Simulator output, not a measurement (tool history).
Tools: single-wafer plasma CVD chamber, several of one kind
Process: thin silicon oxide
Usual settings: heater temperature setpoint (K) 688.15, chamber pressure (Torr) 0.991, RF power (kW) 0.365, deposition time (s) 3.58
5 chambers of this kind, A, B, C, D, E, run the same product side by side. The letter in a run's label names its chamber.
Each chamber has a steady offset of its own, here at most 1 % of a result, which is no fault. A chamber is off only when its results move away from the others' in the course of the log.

run	hour	heater temperature setpoint (K)	chamber pressure (Torr)	RF power (kW)	deposition time (s)	hours since the last thermocouple change	hours since the last RF generator calibration	hours since the last manometer calibration	read-back reference wafer on the same gauge, thickness_nm	mean film thickness on the monitor wafer (nm)
1B	7.3	688.15	0.991	0.365	3.58	1025.7	463	1329.2	8.3085	8.5092
# hour 16.4: chamber B: thermocouple changed; heater temperature recalibrated
2C	19.4	688.15	0.991	0.365	3.58	793.8	1199.1	588.3	8.3128	8.5224
3A	28.6	688.15	0.991	0.365	3.58	853.7	1507.6	730	8.3025	8.5016
4D	38.7	688.15	0.991	0.365	3.58	400.9	583.5	493.4	8.3085	8.4757
5E	53.6	688.15	0.991	0.365	3.58	2033.3	896.7	1386.4	8.3104	8.4479
6B	68.5	688.15	0.991	0.365	3.58	52.1	524.2	1390.4	8.3082	8.5415
7D	78.2	688.15	0.991	0.365	3.58	440.4	623	532.9	8.3173	8.5112
8A	90.1	688.15	0.991	0.365	3.58	915.2	1569.1	791.5	8.3087	8.4889
9E	104.4	688.15	0.991	0.365	3.58	2084.1	947.5	1437.2	8.3145	8.4218
10C	114.4	688.15	0.991	0.365	3.58	888.8	1294.1	683.3	8.3114	8.4998
# hour 120.3: chamber C: RF generator calibrated
11E	126.5	688.15	0.991	0.365	3.58	2106.2	969.6	1459.3	8.3093	8.4576
12D	140.8	688.15	0.991	0.365	3.58	503	685.6	595.5	8.3094	8.5173
# hour 149.3: chamber A: capacitance manometer re-zeroed and calibrated
13A	150	688.15	0.991	0.365	3.58	975.1	1629	0.8	8.311	8.6762
14B	163.5	688.15	0.991	0.365	3.58	147.1	619.2	1485.4	8.3089	8.4816
15C	177.8	688.15	0.991	0.365	3.58	952.2	57.6	746.7	8.309	8.4843
16D	188.6	688.15	0.991	0.365	3.58	550.8	733.4	643.3	8.3144	8.482
17B	202.8	688.15	0.991	0.365	3.58	186.4	658.5	1524.7	8.3118	8.5137
18C	210	688.15	0.991	0.365	3.58	984.4	89.8	778.9	8.3144	8.5144
19E	223.9	688.15	0.991	0.365	3.58	2203.6	1067	1556.7	8.3088	8.4677
20A	232.5	688.15	0.991	0.365	3.58	1057.6	1711.5	83.3	8.3167	8.7111
21A	242.2	688.15	0.991	0.365	3.58	1067.3	1721.2	93	8.3102	8.6824
22E	250.5	688.15	0.991	0.365	3.58	2230.2	1093.6	1583.3	8.311	8.493
23B	259.5	688.15	0.991	0.365	3.58	243.1	715.2	1581.4	8.3085	8.5017
24C	275.5	688.15	0.991	0.365	3.58	1049.9	155.3	844.4	8.3067	8.4837
25D	285.8	688.15	0.991	0.365	3.58	648	830.6	740.5	8.3113	8.4987
26E	294.9	688.15	0.991	0.365	3.58	2274.6	1138	1627.7	8.3082	8.4261
27C	311.1	688.15	0.991	0.42	2.95	1085.5	190.9	880	8.3112	7.3278
28A	320.7	688.15	0.991	0.42	2.95	1145.8	1799.7	171.5	8.3116	7.4706
29D	334.8	688.15	0.991	0.42	2.95	697	879.6	789.5	8.3115	7.399
30B	342.7	688.15	0.991	0.42	2.95	326.3	798.4	1664.6	8.3131	7.3497
31A	352.7	688.15	0.991	0.42	2.95	1177.8	1831.7	203.5	8.3118	7.5057
32C	361.8	688.15	0.991	0.365	3.58	1136.2	241.6	930.7	8.3031	8.5268
33E	373.8	688.15	0.991	0.365	3.58	2353.5	1216.9	1706.6	8.3122	8.4184

What goes on in this fleet: one chamber off, a drifting gauge, or nothing beyond the chambers' own small offsets? Name the chamber and the cause, if any.

A service left chamber A off against the others.
Cause: true pressure above the setpoint (%) = 3.19.

Here are 4 candidates for chamber A's next run, each the usual settings with a change, their results left as question marks. Which one brings its results back in line with what the others give on the usual settings?
In line means no further than this from the other chambers' mean on the usual settings: mean film thickness on the monitor wafer (nm) 0.08
34A-1	385.5	688.15	0.968	0.36	3.5					?
34A-2	385.5	688.15	1.014	0.37	3.66					?
34A-3	385.5	688.15	1.003	0.365	3.62					?
34A-4	385.5	688.15	0.979	0.365	3.54					?

The other chambers' mean on the usual settings: mean film thickness on the monitor wafer (nm) 8.4864
run	mean film thickness on the monitor wafer (nm)
34A-1	8.3157
34A-2	9.0542
34A-3	8.8478
34A-4	8.5156
34A-4 brings the chamber back in line.

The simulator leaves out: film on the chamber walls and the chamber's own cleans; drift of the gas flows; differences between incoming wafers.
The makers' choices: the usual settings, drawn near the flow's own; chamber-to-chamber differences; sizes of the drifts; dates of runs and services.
